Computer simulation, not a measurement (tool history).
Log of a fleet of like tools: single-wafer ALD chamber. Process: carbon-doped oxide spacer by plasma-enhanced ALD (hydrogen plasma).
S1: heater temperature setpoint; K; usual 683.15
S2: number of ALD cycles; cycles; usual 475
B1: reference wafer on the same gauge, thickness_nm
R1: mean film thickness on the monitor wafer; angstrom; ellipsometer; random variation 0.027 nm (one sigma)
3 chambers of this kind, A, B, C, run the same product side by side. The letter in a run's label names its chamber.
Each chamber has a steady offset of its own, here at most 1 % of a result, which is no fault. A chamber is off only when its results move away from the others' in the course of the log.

run 1A hour=4.6 | S1=683.15 S2=475 | B1=26.187 | R1=229.07
run 2B hour=8.3 | S1=683.15 S2=475 | B1=26.191 | R1=229.89
run 3C hour=11.3 | S1=683.15 S2=475 | B1=26.185 | R1=231.83
run 4C hour=14.9 | S1=683.15 S2=475 | B1=26.180 | R1=231.14
run 5A hour=19.3 | S1=676.15 S2=475 | B1=26.173 | R1=233.71
run 6B hour=21.8 | S1=676.15 S2=475 | B1=26.167 | R1=234.35
run 7A hour=24.2 | S1=676.15 S2=475 | B1=26.177 | R1=233.97
run 8B hour=27.0 | S1=683.15 S2=475 | B1=26.172 | R1=229.43
run 9C hour=29.7 | S1=683.15 S2=475 | B1=26.164 | R1=231.51
run 10C hour=31.9 | S1=696.15 S2=475 | B1=26.158 | R1=222.23
run 11A hour=36.2 | S1=696.15 S2=475 | B1=26.151 | R1=219.49
run 12B hour=40.0 | S1=696.15 S2=475 | B1=26.155 | R1=220.09
run 13C hour=43.1 | S1=683.15 S2=568 | B1=26.140 | R1=276.36
run 14A hour=45.7 | S1=683.15 S2=568 | B1=26.141 | R1=273.30
run 15B hour=50.6 | S1=683.15 S2=568 | B1=26.137 | R1=274.51
run 16C hour=55.4 | S1=683.15 S2=475 | B1=26.132 | R1=230.70
run 17B hour=59.0 | S1=683.15 S2=475 | B1=26.130 | R1=229.17
run 18A hour=62.0 | S1=683.15 S2=412 | B1=26.120 | R1=197.76
run 19B hour=66.4 | S1=683.15 S2=412 | B1=26.124 | R1=198.31
run 20C hour=71.4 | S1=683.15 S2=412 | B1=26.117 | R1=200.43
run 21A hour=75.4 | S1=683.15 S2=475 | B1=26.100 | R1=228.40
run 22A hour=78.6 | S1=678.15 S2=475 | B1=26.104 | R1=231.73
run 23C hour=83.5 | S1=678.15 S2=475 | B1=26.100 | R1=234.48
run 24B hour=85.7 | S1=678.15 S2=475 | B1=26.099 | R1=232.01
run 25C hour=90.2 | S1=689.15 S2=526 | B1=26.086 | R1=250.44
run 26A hour=94.9 | S1=689.15 S2=526 | B1=26.075 | R1=247.37
run 27B hour=99.4 | S1=689.15 S2=526 | B1=26.077 | R1=248.47

What goes on in this fleet: one chamber off, a drifting gauge, or nothing beyond the chambers' own small offsets? Name the chamber and the cause, if any.

The gauge drifts, so all chambers seem to drift together. No chamber is off.
Cause: gauge reads low (%) = 0.483.
